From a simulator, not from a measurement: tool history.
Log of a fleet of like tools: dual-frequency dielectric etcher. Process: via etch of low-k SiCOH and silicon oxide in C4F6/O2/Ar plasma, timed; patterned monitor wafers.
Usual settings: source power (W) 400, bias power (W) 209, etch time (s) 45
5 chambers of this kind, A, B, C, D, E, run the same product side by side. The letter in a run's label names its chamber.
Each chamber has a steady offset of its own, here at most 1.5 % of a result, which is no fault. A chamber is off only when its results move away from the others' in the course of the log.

run	hour	source power (W)	bias power (W)	etch time (s)	read-back reference wafer on the same gauge, depth_nm	mean etch depth across the wafer (nm)
# hour 2.9: chamber E: wet clean of the chamber
1D	10.9	400	209	45	130.00	113.800
2B	21.6	400	209	45	129.86	112.940
3C	29.5	400	209	45	130.07	111.760
4A	39.6	400	209	45	129.93	112.620
5E	49.8	400	209	45	130.06	112.520
6B	59.9	400	173	35	129.99	83.001
7C	72.3	400	173	35	129.96	81.695
8D	84.7	400	173	35	129.91	82.970
9A	93.9	400	173	35	130.12	82.179
10E	101.6	400	173	35	129.95	82.515
11D	110.8	360	164	45	130.06	100.940
12C	121.8	360	164	45	129.97	99.101
13E	134.2	360	164	45	130.03	98.917
14B	143.0	360	164	45	130.14	101.160
15A	151.5	360	164	45	129.89	100.400
16B	159.1	400	209	45	129.95	112.690
17C	166.0	400	209	45	130.02	111.950
18D	178.2	400	209	45	130.05	113.550
19A	186.1	400	209	45	130.01	113.100
# hour 190.7: chamber D: wet clean of the chamber
20E	194.7	400	209	45	129.95	112.330
21D	205.5	340	209	45	129.99	102.450
22C	212.9	340	209	45	129.90	106.010
23B	226.8	340	209	45	130.02	106.420
24A	239.2	340	209	45	129.90	105.730
25E	249.9	340	209	45	129.98	105.160
26B	262.0	400	209	45	130.04	113.430
27C	272.0	400	228	45	129.99	114.370
28D	278.7	400	228	45	130.06	112.390
29E	291.1	400	228	45	129.97	115.920
30A	301.5	400	228	45	129.92	115.720

What goes on in this fleet: one chamber off, a drifting gauge, or nothing beyond the chambers' own small offsets? Name the chamber and the cause, if any.

A service left chamber D off against the others.
Cause: etch rate under this chamber's usual, % = 4.14.

Here are 4 candidates for chamber D's next run, each the usual settings with a change, their results left as question marks. Which one brings its results back in line with what the others give on the usual settings?
In line means no further than this from the other chambers' mean on the usual settings: mean etch depth across the wafer (nm) 1.200
31D-1	312.3	380	200	45.0		?
31D-2	312.3	400	218	45.0		?
31D-3	312.3	400	209	46.5		?
31D-4	312.3	390	205	45.0		?

The other chambers' mean on the usual settings: mean etch depth across the wafer (nm) 112.400
run	mean etch depth across the wafer (nm)
31D-1	105.080
31D-2	110.250
31D-3	112.340
31D-4	106.990
31D-3 brings the chamber back in line.
